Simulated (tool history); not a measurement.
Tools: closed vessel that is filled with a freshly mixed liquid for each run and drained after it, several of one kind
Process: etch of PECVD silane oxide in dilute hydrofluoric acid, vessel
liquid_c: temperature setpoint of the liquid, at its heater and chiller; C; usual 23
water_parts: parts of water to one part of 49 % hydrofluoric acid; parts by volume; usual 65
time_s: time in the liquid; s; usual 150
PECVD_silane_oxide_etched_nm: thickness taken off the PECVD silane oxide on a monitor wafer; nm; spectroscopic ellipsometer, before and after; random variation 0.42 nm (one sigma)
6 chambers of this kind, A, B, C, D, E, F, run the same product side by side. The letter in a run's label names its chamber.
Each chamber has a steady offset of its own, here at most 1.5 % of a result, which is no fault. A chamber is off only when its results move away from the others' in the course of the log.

| run | day | liquid_c | water_parts | time_s | read-back film thickness of the PECVD silane oxide reference wafer, read on the same gauge (nm) | PECVD_silane_oxide_etched_nm |
|---|---|---|---|---|---|---|
| 1D | 0.167 | 23 | 65 | 150 | 80.013 | 46.302 |
| 2F | 0.512 | 23 | 65 | 150 | 79.991 | 47.663 |
| 3A | 0.771 | 23 | 65 | 150 | 79.966 | 47.782 |
| 4B | 1.021 | 23 | 65 | 150 | 80.068 | 47.213 |
| 5E | 1.358 | 23 | 65 | 150 | 79.997 | 47.932 |
| 6C | 1.542 | 23 | 65 | 150 | 80.031 | 47.698 |
| 7C | 1.888 | 23 | 65 | 150 | 79.957 | 47.421 |
| 8A | 2.225 | 23 | 65 | 150 | 80.025 | 46.810 |
| 9D | 2.538 | 23 | 65 | 150 | 80.005 | 46.625 |
|  | 2.550 | chamber B: hydrofluoric acid flow meter replaced |
| 10E | 2.783 | 23 | 65 | 150 | 80.014 | 47.770 |
| 11F | 2.983 | 23 | 85 | 150 | 80.018 | 35.396 |
| 12B | 3.150 | 23 | 85 | 150 | 80.014 | 35.612 |
| 13B | 3.412 | 23 | 85 | 150 | 79.998 | 36.530 |
| 14A | 3.638 | 23 | 85 | 150 | 79.964 | 36.400 |
| 15E | 3.967 | 23 | 85 | 150 | 79.962 | 35.607 |
| 16F | 4.267 | 23 | 85 | 150 | 79.973 | 35.364 |
| 17D | 4.504 | 23 | 65 | 150 | 79.963 | 47.358 |
| 18C | 4.800 | 23 | 65 | 150 | 80.034 | 47.504 |
| 19A | 4.971 | 23 | 65 | 150 | 79.975 | 48.058 |
| 20E | 5.292 | 23 | 65 | 150 | 80.000 | 47.807 |
| 21D | 5.525 | 23 | 65 | 150 | 79.967 | 46.975 |
| 22C | 5.800 | 23 | 65 | 150 | 80.060 | 47.577 |
| 23F | 5.958 | 23 | 45 | 150 | 79.949 | 70.201 |
| 24B | 6.142 | 23 | 45 | 150 | 79.990 | 71.776 |
| 25E | 6.350 | 23 | 45 | 150 | 80.030 | 70.632 |
| 26A | 6.521 | 23 | 45 | 150 | 79.978 | 72.176 |
| 27D | 6.704 | 23 | 45 | 150 | 79.992 | 70.357 |
| 28F | 6.967 | 23 | 45 | 150 | 80.001 | 69.740 |
| 29B | 7.242 | 23 | 65 | 150 | 79.969 | 47.651 |
| 30C | 7.533 | 23 | 65 | 150 | 80.004 | 47.719 |
| 31F | 7.871 | 23 | 75 | 120 | 79.984 | 32.376 |
| 32B | 8.033 | 23 | 75 | 120 | 80.003 | 33.281 |
| 33D | 8.183 | 23 | 75 | 120 | 80.002 | 32.632 |
| 34A | 8.488 | 23 | 75 | 120 | 80.037 | 32.543 |
| 35E | 8.742 | 23 | 75 | 120 | 79.981 | 32.827 |
| 36C | 9.058 | 23 | 75 | 120 | 79.987 | 32.824 |
| 37A | 9.271 | 23 | 95 | 200 | 80.011 | 42.444 |

Next, every chamber runs the same settings. What will each give?
| 38A | 9.517 | 23 | 65 | 150 |  | ? |
| 38B | 9.517 | 23 | 65 | 150 |  | ? |
| 38C | 9.517 | 23 | 65 | 150 |  | ? |
| 38D | 9.517 | 23 | 65 | 150 |  | ? |
| 38E | 9.517 | 23 | 65 | 150 |  | ? |
| 38F | 9.517 | 23 | 65 | 150 |  | ? |

| run | PECVD_silane_oxide_etched_nm |
|---|---|
| 38A | 47.777 |
| 38B | 48.079 |
| 38C | 47.038 |
| 38D | 48.242 |
| 38E | 47.505 |
| 38F | 48.817 |

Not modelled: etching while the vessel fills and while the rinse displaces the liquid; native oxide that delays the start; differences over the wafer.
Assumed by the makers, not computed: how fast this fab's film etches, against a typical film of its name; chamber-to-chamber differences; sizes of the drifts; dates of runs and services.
